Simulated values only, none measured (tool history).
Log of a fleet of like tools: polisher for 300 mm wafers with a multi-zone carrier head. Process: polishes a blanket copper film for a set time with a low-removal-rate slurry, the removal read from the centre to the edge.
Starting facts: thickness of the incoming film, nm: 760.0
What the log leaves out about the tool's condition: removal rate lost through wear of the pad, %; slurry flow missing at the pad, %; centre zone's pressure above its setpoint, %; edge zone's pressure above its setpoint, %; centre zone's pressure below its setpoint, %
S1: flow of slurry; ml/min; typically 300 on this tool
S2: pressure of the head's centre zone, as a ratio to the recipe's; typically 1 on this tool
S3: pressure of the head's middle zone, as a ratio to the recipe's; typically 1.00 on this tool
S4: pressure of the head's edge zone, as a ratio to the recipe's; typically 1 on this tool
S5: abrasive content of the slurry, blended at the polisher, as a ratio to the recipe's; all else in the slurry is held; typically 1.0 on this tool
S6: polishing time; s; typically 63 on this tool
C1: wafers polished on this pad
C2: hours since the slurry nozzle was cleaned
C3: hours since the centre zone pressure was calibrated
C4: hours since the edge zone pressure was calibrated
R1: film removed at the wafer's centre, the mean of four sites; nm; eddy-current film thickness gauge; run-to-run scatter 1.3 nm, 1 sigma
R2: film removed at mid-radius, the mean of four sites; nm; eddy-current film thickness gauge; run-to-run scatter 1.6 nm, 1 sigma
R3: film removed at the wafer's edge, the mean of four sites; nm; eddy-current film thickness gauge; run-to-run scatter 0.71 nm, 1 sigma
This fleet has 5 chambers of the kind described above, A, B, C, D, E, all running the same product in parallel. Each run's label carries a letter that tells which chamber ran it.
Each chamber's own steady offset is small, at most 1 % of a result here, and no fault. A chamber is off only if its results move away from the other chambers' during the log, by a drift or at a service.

At hour 9.6: chamber B: slurry nozzle cleaned.
At hour 10.4: chamber C: worn pad replaced by a new one.
Run 1B, hour 10.5: usual settings; C1 361; C2 0.9; C3 777.7; C4 464.3. Result: R1 106.820 nm, R2 107.86 nm, R3 108.62 nm.
Run 2D, hour 19.4: usual settings; C1 640; C2 280.9; C3 598.7; C4 415.4. Result: R1 106.290 nm, R2 106.81 nm, R3 108.16 nm.
At hour 22.9: chamber E: worn pad replaced by a new one.
Run 3C, hour 27.6: usual settings; C1 276; C2 422.4; C3 131.3; C4 256.9. Result: R1 108.780 nm, R2 111.56 nm, R3 107.26 nm.
Run 4E, hour 39.3: usual settings; C1 263; C2 645.6; C3 194.7; C4 349.8. Result: R1 108.660 nm, R2 109.03 nm, R3 108.32 nm.
At hour 47.9: chamber B: worn pad replaced by a new one.
Run 5A, hour 49.2: usual settings; C1 1127; C2 62.2; C3 715.9; C4 571.9. Result: R1 111.050 nm, R2 111.80 nm, R3 109.02 nm.
At hour 51.5: chamber D: worn pad replaced by a new one.
Run 6B, hour 56.1: usual settings; C1 132; C2 46.5; C3 823.3; C4 509.9. Result: R1 107.340 nm, R2 106.31 nm, R3 108.37 nm.
Run 7D, hour 65.9: usual settings; C1 232; C2 327.4; C3 645.2; C4 461.9. Result: R1 105.820 nm, R2 107.65 nm, R3 107.27 nm.
At hour 67.3: chamber A: worn pad replaced by a new one.
Run 8C, hour 76.3: usual settings; C1 1057; C2 471.1; C3 180.0; C4 305.6. Result: R1 109.560 nm, R2 109.77 nm, R3 109.06 nm.
At hour 79.1: chamber C: worn pad replaced by a new one.
At hour 84.5: chamber E: worn pad replaced by a new one.
Run 9E, hour 85.9: usual settings; C1 23; C2 692.2; C3 241.3; C4 396.4. Result: R1 108.210 nm, R2 105.61 nm, R3 109.91 nm.
Run 10A, hour 92.2: usual settings; C1 400; C2 105.2; C3 758.9; C4 614.9. Result: R1 108.650 nm, R2 113.06 nm, R3 108.71 nm.
At hour 94.7: chamber D: slurry nozzle cleaned.
At hour 99.5: chamber B: worn pad replaced by a new one.
Run 11E, hour 103.2: usual settings; C1 300; C2 709.5; C3 258.6; C4 413.7. Result: R1 106.920 nm, R2 109.33 nm, R3 108.53 nm.
Run 12C, hour 114.1: usual settings; C1 562; C2 508.9; C3 217.8; C4 343.4. Result: R1 110.330 nm, R2 106.18 nm, R3 109.12 nm.
At hour 118.4: chamber D: worn pad replaced by a new one.
At hour 119.7: chamber E: slurry nozzle cleaned.
Run 13A, hour 121.2: usual settings; C1 865; C2 134.2; C3 787.9; C4 643.9. Result: R1 109.160 nm, R2 109.26 nm, R3 108.38 nm.
Run 14B, hour 126.8: usual settings; C1 439; C2 117.2; C3 894.0; C4 580.6. Result: R1 107.660 nm, R2 105.10 nm, R3 108.25 nm.
Run 15D, hour 137.1: usual settings; C1 301; C2 42.4; C3 716.4; C4 533.1. Result: R1 108.830 nm, R2 105.30 nm, R3 107.27 nm.
At hour 140.1: chamber E: worn pad replaced by a new one.
At hour 147.4: chamber A: worn pad replaced by a new one.
Run 16A, hour 148.6: usual settings; C1 20; C2 161.6; C3 815.3; C4 671.3. Result: R1 107.660 nm, R2 109.17 nm, R3 108.11 nm.
At hour 153.8: chamber C: worn pad replaced by a new one.
Run 17D, hour 157.0: usual settings; C1 620; C2 62.3; C3 736.3; C4 553.0. Result: R1 107.520 nm, R2 107.44 nm, R3 107.39 nm.
Run 18E, hour 163.9: usual settings; C1 382; C2 44.2; C3 319.3; C4 474.4. Result: R1 105.090 nm, R2 107.70 nm, R3 109.03 nm.
At hour 164.1: chamber B: worn pad replaced by a new one.
Run 19B, hour 175.3: usual settings; C1 180; C2 165.7; C3 942.5; C4 629.1. Result: R1 106.430 nm, R2 106.57 nm, R3 108.49 nm.
Run 20C, hour 187.2: usual settings but S3 1.04; C1 535; C2 582.0; C3 290.9; C4 416.5. Result: R1 108.420 nm, R2 113.84 nm, R3 108.60 nm.
At hour 192.2: chamber E: worn pad replaced by a new one.
Run 21B, hour 193.7: usual settings but S3 1.04; C1 475; C2 184.1; C3 960.9; C4 647.5. Result: R1 107.420 nm, R2 112.81 nm, R3 108.35 nm.
Run 22D, hour 199.5: usual settings but S3 1.04; C1 1301; C2 104.8; C3 778.8; C4 595.5. Result: R1 107.710 nm, R2 111.09 nm, R3 107.88 nm.
Run 23E, hour 206.1: usual settings but S3 1.04; C1 223; C2 86.4; C3 361.5; C4 516.6. Result: R1 98.373 nm, R2 113.83 nm, R3 108.88 nm.
At hour 206.2: chamber D: worn pad replaced by a new one.
At hour 216.0: chamber B: worn pad replaced by a new one.
Run 24A, hour 216.8: usual settings but S3 1.04; C1 1113; C2 229.8; C3 883.5; C4 739.5. Result: R1 110.220 nm, R2 111.16 nm, R3 108.37 nm.
At hour 219.2: chamber B: slurry nozzle cleaned.
Run 25C, hour 222.6: usual settings; C1 1103; C2 617.4; C3 326.3; C4 451.9. Result: R1 110.410 nm, R2 107.35 nm, R3 109.98 nm.
Run 26C, hour 233.6: usual settings; C1 1279; C2 628.4; C3 337.3; C4 462.9. Result: R1 110.690 nm, R2 107.12 nm, R3 109.34 nm.
At hour 238.1: chamber A: worn pad replaced by a new one.
At hour 243.8: chamber E: worn pad replaced by a new one.
Run 27A, hour 244.3: usual settings; C1 100; C2 257.3; C3 911.0; C4 767.0. Result: R1 109.310 nm, R2 106.78 nm, R3 109.11 nm.
At hour 246.0: chamber B: edge zone pressure recalibrated.
Run 28B, hour 255.1: usual settings; C1 627; C2 35.9; C3 1022.3; C4 9.2. Result: R1 106.850 nm, R2 108.89 nm, R3 108.77 nm.
Run 29D, hour 264.4: usual settings; C1 933; C2 169.7; C3 843.7; C4 660.4. Result: R1 105.570 nm, R2 106.30 nm, R3 107.76 nm.
Run 30E, hour 270.1: usual settings but S5 1.2; C1 422; C2 150.4; C3 425.5; C4 580.6. Result: R1 99.163 nm, R2 110.19 nm, R3 114.32 nm.
At hour 271.4: chamber B: worn pad replaced by a new one.
Run 31B, hour 277.4: usual settings but S5 1.2; C1 96; C2 58.2; C3 1044.6; C4 31.5. Result: R1 114.100 nm, R2 112.71 nm, R3 113.20 nm.
Run 32A, hour 282.9: usual settings but S5 1.2; C1 719; C2 295.9; C3 949.6; C4 805.6. Result: R1 112.480 nm, R2 114.18 nm, R3 113.72 nm.

Is one chamber out of step, is the gauge drifting, or do the chambers differ by no more than their own small offsets? For an off chamber, give its letter and the likeliest cause.

Chamber E drifts away from the others.
Likeliest cause: centre zone's pressure below its setpoint, % = 12.

Chamber E could run next with any of the 4 candidate recipes listed below; each alters the usual settings, and their results appear as question marks. Which one brings its results back in line with what the other chambers deliver on the usual settings?
Counts as in line when no further than this from what the other chambers average on the usual settings: R1 4.400 nm; R2 5.40 nm; R3 2.50 nm
Run 33E-1, hour 291.8: usual settings but S1 290 ml/min, S2 0.89, S3 1.02, S4 1.04, S6 62 s. Result: R1 ?, R2 ?, R3 ?.
Run 33E-2, hour 291.8: usual settings but S1 310 ml/min, S2 1.11, S3 0.98, S4 0.96, S6 64 s. Result: R1 ?, R2 ?, R3 ?.
Run 33E-3, hour 291.8: usual settings but S2 1.03, S4 0.99. Result: R1 ?, R2 ?, R3 ?.
Run 33E-4, hour 291.8: usual settings but S2 0.97, S4 1.01. Result: R1 ?, R2 ?, R3 ?.

Usual-settings mean across the other chambers: R1 107.980 nm; R2 108.14 nm; R3 108.32 nm
  run       R1      R2      R3
33E-1   79.977  108.45  109.18
33E-2  106.650  108.44  108.73
33E-3   96.241  108.47  108.44
33E-4   89.948  108.50  109.57
33E-2 brings the chamber back in line.
